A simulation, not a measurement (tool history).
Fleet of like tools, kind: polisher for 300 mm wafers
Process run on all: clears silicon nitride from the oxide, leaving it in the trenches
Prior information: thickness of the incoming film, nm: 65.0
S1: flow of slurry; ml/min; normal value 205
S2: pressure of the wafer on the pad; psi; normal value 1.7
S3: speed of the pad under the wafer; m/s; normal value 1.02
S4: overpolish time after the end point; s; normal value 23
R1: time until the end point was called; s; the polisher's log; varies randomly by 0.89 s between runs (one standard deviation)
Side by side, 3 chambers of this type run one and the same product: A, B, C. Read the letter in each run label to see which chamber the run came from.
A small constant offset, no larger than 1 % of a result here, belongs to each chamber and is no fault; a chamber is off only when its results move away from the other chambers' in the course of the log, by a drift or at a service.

run	day	S1	S2	S3	S4	R1
# day 0.362: chamber A: worn pad replaced by a new one
1B	0.379	205	1.7	1.02	23	110.16
# day 0.388: chamber C: worn pad replaced by a new one
2A	0.629	205	1.7	1.02	23	109.69
3C	1.008	205	1.7	1.02	23	109.97
4B	1.429	205	1.7	1.02	23	109.22
5A	1.662	205	1.7	1.02	23	108.35
6C	1.862	205	1.7	1.02	23	110.83
7C	2.308	205	1.7	1.02	23	112.32
# day 2.729: chamber B: worn pad replaced by a new one
8B	2.746	205	1.7	1.02	23	108.62
9A	3.05	205	1.7	1.02	23	108.91
10C	3.358	160	1.7	1.02	23	114.7
# day 3.608: chamber A: worn pad replaced by a new one
11A	3.762	160	1.7	1.02	23	113.18
12B	4.092	160	1.7	1.02	23	115.07
13A	4.342	205	1.7	1.02	23	108.42
14B	4.771	205	1.7	1.02	23	108.96
15C	5.029	205	1.7	1.02	23	112.29
16C	5.458	205	1.7	1.02	23	111.62
17A	5.771	205	1.7	1.02	23	107.8
# day 5.812: chamber C: worn pad replaced by a new one
18B	6.004	205	1.7	1.02	23	110.58
19A	6.392	205	1.7	1.02	23	107.44
# day 6.633: chamber A: worn pad replaced by a new one
# day 6.662: chamber B: worn pad replaced by a new one
20B	6.838	205	1.7	1.02	23	109.68
21C	7.108	205	1.7	1.02	23	111.36
22B	7.467	205	1.7	1.02	23	108.78
23A	7.796	205	1.7	1.02	23	106.5
24C	8.192	205	1.7	1.02	23	112.93
# day 8.246: chamber A: slurry nozzle cleaned
# day 8.396: chamber C: slurry nozzle cleaned
25C	8.612	205	1.7	1.02	23	111.58
26A	8.958	205	1.7	1.02	23	105.01
27B	9.229	205	1.7	1.02	23	109.34
28C	9.633	205	1.7	1.02	23	111.93
# day 9.833: chamber A: worn pad replaced by a new one
29A	9.883	205	1.7	1.02	23	106.65
30B	10.175	205	1.7	1.02	23	109.66
31B	10.583	205	1.7	0.74	28	150.17
32A	10.825	205	1.7	0.74	28	145.87
33C	11.079	205	1.7	0.74	28	152.36
34B	11.329	205	1.7	1.02	23	112.2
35A	11.529	205	1.7	1.02	23	106.56
36C	11.821	205	1.7	1.02	23	111.39
37C	12.254	205	1.7	1.02	23	111.09
38A	12.454	205	1.7	1.02	23	105.25

What goes on in this fleet: one chamber off, a drifting gauge, or nothing beyond the chambers' own small offsets? Name the chamber and the cause, if any.

Chamber A drifts away from the others.
Cause: head's pressure above its setpoint, % = 4.45.

Which of the 4 candidates below, each the usual settings with something changed and its results left as question marks, puts chamber A back in line with what the other chambers give on the usual settings?
Allowed miss from the other chambers' usual-settings mean, per result, to count as in line: R1 3.1 s
39A-1	12.779	205	1.7	0.92	23	?
39A-2	12.779	205	1.7	0.96	23	?
39A-3	12.779	205	1.9	1.02	23	?
39A-4	12.779	205	1.7	1.08	23	?

Other chambers, usual settings, mean: R1 110.96 s
run	R1
39A-1	116.89
39A-2	111.99
39A-3	94.13
39A-4	99.487
Change 39A-2 lands the chamber within the allowed miss of the other chambers.
